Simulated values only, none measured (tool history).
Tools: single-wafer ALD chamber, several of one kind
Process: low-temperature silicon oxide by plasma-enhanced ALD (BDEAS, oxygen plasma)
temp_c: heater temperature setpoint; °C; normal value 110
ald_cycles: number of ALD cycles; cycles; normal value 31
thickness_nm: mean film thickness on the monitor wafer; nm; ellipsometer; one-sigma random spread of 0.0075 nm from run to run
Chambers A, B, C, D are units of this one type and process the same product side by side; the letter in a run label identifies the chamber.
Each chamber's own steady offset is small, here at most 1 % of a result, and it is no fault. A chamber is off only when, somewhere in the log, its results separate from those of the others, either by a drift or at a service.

| run | hour | temp_c | ald_cycles | hours since the last thermocouple change | read-back reference wafer on the same gauge, thickness_nm | thickness_nm |
|---|---|---|---|---|---|---|
| 1C | 8.3 | 110 | 31 | 1989.9 | 4.6392 | 4.3323 |
| 2D | 15.7 | 110 | 31 | 116.8 | 4.6361 | 4.3271 |
| 3B | 24 | 110 | 31 | 647.2 | 4.6354 | 4.346 |
| 4A | 32.7 | 110 | 31 | 862.2 | 4.6368 | 4.3395 |
| 5C | 39.9 | 110 | 31 | 2021.5 | 4.6338 | 4.3263 |
| 6D | 46.7 | 110 | 31 | 147.8 | 4.6334 | 4.3132 |
| 7A | 52.8 | 110 | 31 | 882.3 | 4.6327 | 4.335 |
| 8B | 56.9 | 110 | 31 | 680.1 | 4.633 | 4.3377 |
| 9A | 64.9 | 110 | 31 | 894.4 | 4.6288 | 4.3449 |
| 10B | 73.5 | 123 | 31 | 696.7 | 4.6305 | 4.2354 |
| 11C | 82.3 | 123 | 31 | 2063.9 | 4.6278 | 4.2281 |
| 12D | 87 | 123 | 31 | 188.1 | 4.6288 | 4.2107 |
| 13D | 94 | 123 | 31 | 195.1 | 4.6245 | 4.2033 |
| 14C | 102.2 | 110 | 31 | 2083.8 | 4.6264 | 4.3276 |
| 15A | 107.2 | 110 | 31 | 936.7 | 4.6265 | 4.344 |
| 16B | 113.1 | 110 | 31 | 736.3 | 4.6263 | 4.3372 |
| 17A | 119.4 | 110 | 31 | 948.9 | 4.6224 | 4.3377 |
| 18C | 127.2 | 110 | 31 | 2108.8 | 4.6221 | 4.3085 |
| 19B | 131.7 | 110 | 31 | 754.9 | 4.6238 | 4.3494 |
| 20D | 137.4 | 110 | 31 | 238.5 | 4.6189 | 4.2978 |
| 21D | 145.8 | 100 | 28 | 246.9 | 4.6196 | 3.9514 |
| 22C | 151.6 | 100 | 28 | 2133.2 | 4.6192 | 3.9682 |
| 23B | 156.3 | 100 | 28 | 779.5 | 4.6196 | 3.9792 |
| 24A | 163.4 | 100 | 28 | 992.9 | 4.6174 | 3.985 |
| 25B | 168.5 | 115 | 26 | 791.7 | 4.6171 | 3.5952 |
| 26C | 175.5 | 115 | 26 | 2157.1 | 4.6157 | 3.5791 |
| 27D | 180.8 | 115 | 26 | 281.9 | 4.6142 | 3.5753 |
| 28A | 188.2 | 115 | 26 | 1017.7 | 4.6145 | 3.6082 |
|  | 195.4 | chamber C: thermocouple changed; heater temperature recalibrated |
| 29D | 197.1 | 110 | 31 | 298.2 | 4.6136 | 4.2851 |
| 30B | 205.6 | 110 | 31 | 828.8 | 4.6126 | 4.3319 |
| 31C | 210.9 | 103 | 35 | 15.5 | 4.6125 | 4.9085 |
| 32A | 215.1 | 103 | 35 | 1044.6 | 4.6122 | 4.9411 |
| 33C | 219.6 | 103 | 35 | 24.2 | 4.6106 | 4.9091 |
| 34A | 224 | 103 | 35 | 1053.5 | 4.6099 | 4.9653 |
| 35B | 229.6 | 110 | 31 | 852.8 | 4.6089 | 4.3327 |
| 36D | 234.7 | 110 | 31 | 335.8 | 4.6057 | 4.2891 |

Is one chamber off against the others, does the gauge drift, or is nothing wrong? If a chamber is off, say which, and what the likeliest cause is.

The gauge drifts, so all chambers seem to drift together. No chamber is off.
Likeliest cause: gauge reads low (%) = 0.713.
